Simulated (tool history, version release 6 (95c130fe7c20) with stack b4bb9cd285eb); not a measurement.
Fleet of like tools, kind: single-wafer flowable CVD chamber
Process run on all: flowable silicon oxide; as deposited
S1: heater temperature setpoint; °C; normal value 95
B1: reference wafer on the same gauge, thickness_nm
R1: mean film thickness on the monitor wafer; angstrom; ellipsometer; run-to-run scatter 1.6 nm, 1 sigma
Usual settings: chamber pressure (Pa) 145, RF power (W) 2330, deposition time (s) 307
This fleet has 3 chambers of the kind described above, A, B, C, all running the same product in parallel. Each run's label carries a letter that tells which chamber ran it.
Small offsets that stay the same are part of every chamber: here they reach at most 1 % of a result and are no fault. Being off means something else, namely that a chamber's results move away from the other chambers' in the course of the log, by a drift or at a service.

{"run": "1A", "day": 0.142, "S1": 95, "chamber pressure (Pa)": 145, "RF power (W)": 2330, "deposition time (s)": 307, "B1": 308.07, "R1": 3260.6}
{"run": "2B", "day": 0.246, "S1": 95, "chamber pressure (Pa)": 145, "RF power (W)": 2330, "deposition time (s)": 307, "B1": 308.24, "R1": 3262.7}
{"run": "3C", "day": 0.458, "S1": 95, "chamber pressure (Pa)": 145, "RF power (W)": 2330, "deposition time (s)": 307, "B1": 307.94, "R1": 3322.2}
{"run": "4A", "day": 0.662, "S1": 95, "chamber pressure (Pa)": 145, "RF power (W)": 2330, "deposition time (s)": 307, "B1": 308.07, "R1": 3304.5}
{"run": "5B", "day": 0.867, "S1": 95, "chamber pressure (Pa)": 145, "RF power (W)": 2330, "deposition time (s)": 307, "B1": 308.39, "R1": 3277.6}
{"run": "6C", "day": 1.092, "S1": 95, "chamber pressure (Pa)": 145, "RF power (W)": 2330, "deposition time (s)": 307, "B1": 308.24, "R1": 3342.5}
{"run": "7C", "day": 1.283, "S1": 95, "chamber pressure (Pa)": 121, "RF power (W)": 2035, "deposition time (s)": 307, "B1": 307.69, "R1": 2608.3}
{"run": "8B", "day": 1.508, "S1": 95, "chamber pressure (Pa)": 121, "RF power (W)": 2035, "deposition time (s)": 307, "B1": 307.8, "R1": 2552.9}
{"run": "9A", "day": 1.658, "S1": 95, "chamber pressure (Pa)": 121, "RF power (W)": 2035, "deposition time (s)": 307, "B1": 308.06, "R1": 2587.7}
{"run": "10C", "day": 1.808, "S1": 95, "chamber pressure (Pa)": 145, "RF power (W)": 2330, "deposition time (s)": 307, "B1": 308.04, "R1": 3333.2}
{"run": "11B", "day": 1.967, "S1": 95, "chamber pressure (Pa)": 145, "RF power (W)": 2330, "deposition time (s)": 307, "B1": 308.16, "R1": 3303.5}
{"run": "12A", "day": 2.108, "S1": 95, "chamber pressure (Pa)": 145, "RF power (W)": 2330, "deposition time (s)": 307, "B1": 308.15, "R1": 3290.2}
{"run": "13C", "day": 2.254, "S1": 95, "chamber pressure (Pa)": 145, "RF power (W)": 2330, "deposition time (s)": 307, "B1": 308.22, "R1": 3335.6}
{"run": "14B", "day": 2.421, "S1": 95, "chamber pressure (Pa)": 145, "RF power (W)": 2330, "deposition time (s)": 307, "B1": 308.14, "R1": 3332.4}
{"run": "15A", "day": 2.608, "S1": 95, "chamber pressure (Pa)": 145, "RF power (W)": 2330, "deposition time (s)": 307, "B1": 308.46, "R1": 3289.1}
{"run": "16C", "day": 2.754, "S1": 95, "chamber pressure (Pa)": 145, "RF power (W)": 2330, "deposition time (s)": 307, "B1": 307.55, "R1": 3360.3}
{"run": "17B", "day": 2.917, "S1": 95, "chamber pressure (Pa)": 145, "RF power (W)": 2330, "deposition time (s)": 307, "B1": 308.04, "R1": 3371.9}
{"run": "18A", "day": 3.062, "S1": 95, "chamber pressure (Pa)": 145, "RF power (W)": 2330, "deposition time (s)": 307, "B1": 308.05, "R1": 3277.8}
{"run": "19B", "day": 3.229, "S1": 95, "chamber pressure (Pa)": 145, "RF power (W)": 2330, "deposition time (s)": 283, "B1": 308.16, "R1": 3086.5}
{"run": "20C", "day": 3.388, "S1": 95, "chamber pressure (Pa)": 145, "RF power (W)": 2330, "deposition time (s)": 283, "B1": 307.72, "R1": 3053.1}
{"run": "21A", "day": 3.504, "S1": 95, "chamber pressure (Pa)": 145, "RF power (W)": 2330, "deposition time (s)": 283, "B1": 308.1, "R1": 3030.8}
{"run": "22C", "day": 3.617, "S1": 95, "chamber pressure (Pa)": 177, "RF power (W)": 2330, "deposition time (s)": 307, "B1": 307.45, "R1": 4134.7}
{"run": "23B", "day": 3.742, "S1": 95, "chamber pressure (Pa)": 177, "RF power (W)": 2330, "deposition time (s)": 307, "B1": 308.14, "R1": 4179.3}
{"run": "24A", "day": 3.958, "S1": 95, "chamber pressure (Pa)": 177, "RF power (W)": 2330, "deposition time (s)": 307, "B1": 307.91, "R1": 4136.5}
{"run": "25C", "day": 4.138, "S1": 95, "chamber pressure (Pa)": 145, "RF power (W)": 2330, "deposition time (s)": 307, "B1": 307.8, "R1": 3302.4}
{"run": "26A", "day": 4.329, "S1": 95, "chamber pressure (Pa)": 145, "RF power (W)": 2330, "deposition time (s)": 307, "B1": 307.87, "R1": 3301.2}
{"run": "27B", "day": 4.55, "S1": 95, "chamber pressure (Pa)": 145, "RF power (W)": 2330, "deposition time (s)": 307, "B1": 308.3, "R1": 3382.9}
{"run": "28C", "day": 4.783, "S1": 95, "chamber pressure (Pa)": 145, "RF power (W)": 2330, "deposition time (s)": 307, "B1": 307.9, "R1": 3311.3}
{"run": "29B", "day": 4.921, "S1": 95, "chamber pressure (Pa)": 145, "RF power (W)": 2330, "deposition time (s)": 307, "B1": 308.35, "R1": 3395.5}
{"run": "30A", "day": 5.154, "S1": 95, "chamber pressure (Pa)": 145, "RF power (W)": 2330, "deposition time (s)": 253, "B1": 308.27, "R1": 2709}
{"run": "31B", "day": 5.267, "S1": 95, "chamber pressure (Pa)": 145, "RF power (W)": 2330, "deposition time (s)": 253, "B1": 308.23, "R1": 2832.4}
{"run": "32C", "day": 5.438, "S1": 95, "chamber pressure (Pa)": 145, "RF power (W)": 2330, "deposition time (s)": 253, "B1": 308.23, "R1": 2764.3}
{"run": "33A", "day": 5.596, "S1": 95, "chamber pressure (Pa)": 145, "RF power (W)": 2330, "deposition time (s)": 307, "B1": 307.79, "R1": 3278.2}
{"run": "34A", "day": 5.808, "S1": 95, "chamber pressure (Pa)": 117, "RF power (W)": 2330, "deposition time (s)": 307, "B1": 307.56, "R1": 2519.1}
{"run": "35B", "day": 5.979, "S1": 95, "chamber pressure (Pa)": 117, "RF power (W)": 2330, "deposition time (s)": 307, "B1": 307.91, "R1": 2684.2}
{"run": "36C", "day": 6.171, "S1": 95, "chamber pressure (Pa)": 117, "RF power (W)": 2330, "deposition time (s)": 307, "B1": 307.94, "R1": 2579.8}
{"run": "37C", "day": 6.35, "S1": 95, "chamber pressure (Pa)": 145, "RF power (W)": 2330, "deposition time (s)": 307, "B1": 307.58, "R1": 3347.1}

One chamber off, gauge drift, or nothing amiss beyond the chambers' own small offsets? If it is a chamber, which one, and what is the likeliest cause?

Chamber B drifts away from the others.
Cause: wafer temperature below the value expected at the setpoint (K) = 1.89.
The log might look much the same if the cause were instead: true pressure above the setpoint (%).

Chamber B could run next with any of the 4 candidate recipes listed below; each alters the usual settings, and their results appear as question marks. Which one brings its results back in line with what the other chambers deliver on the usual settings?
In line means no further than this from the other chambers' mean on the usual settings: R1 55 angstrom
{"run": "38B-1", "day": 6.521, "S1": 95, "chamber pressure (Pa)": 152, "RF power (W)": 2340, "deposition time (s)": 307, "R1": "?"}
{"run": "38B-2", "day": 6.521, "S1": 97, "chamber pressure (Pa)": 143, "RF power (W)": 2325, "deposition time (s)": 303, "R1": "?"}
{"run": "38B-3", "day": 6.521, "S1": 96, "chamber pressure (Pa)": 144, "RF power (W)": 2330, "deposition time (s)": 305, "R1": "?"}
{"run": "38B-4", "day": 6.521, "S1": 95, "chamber pressure (Pa)": 160, "RF power (W)": 2330, "deposition time (s)": 307, "R1": "?"}

Average result of the remaining chambers running the usual settings: R1 3312.4 angstrom
run=38B-1 R1=3669.6
run=38B-2 R1=3150.4
run=38B-3 R1=3315.3
run=38B-4 R1=3883.9
It is 38B-3 that realigns the chamber with its peers.
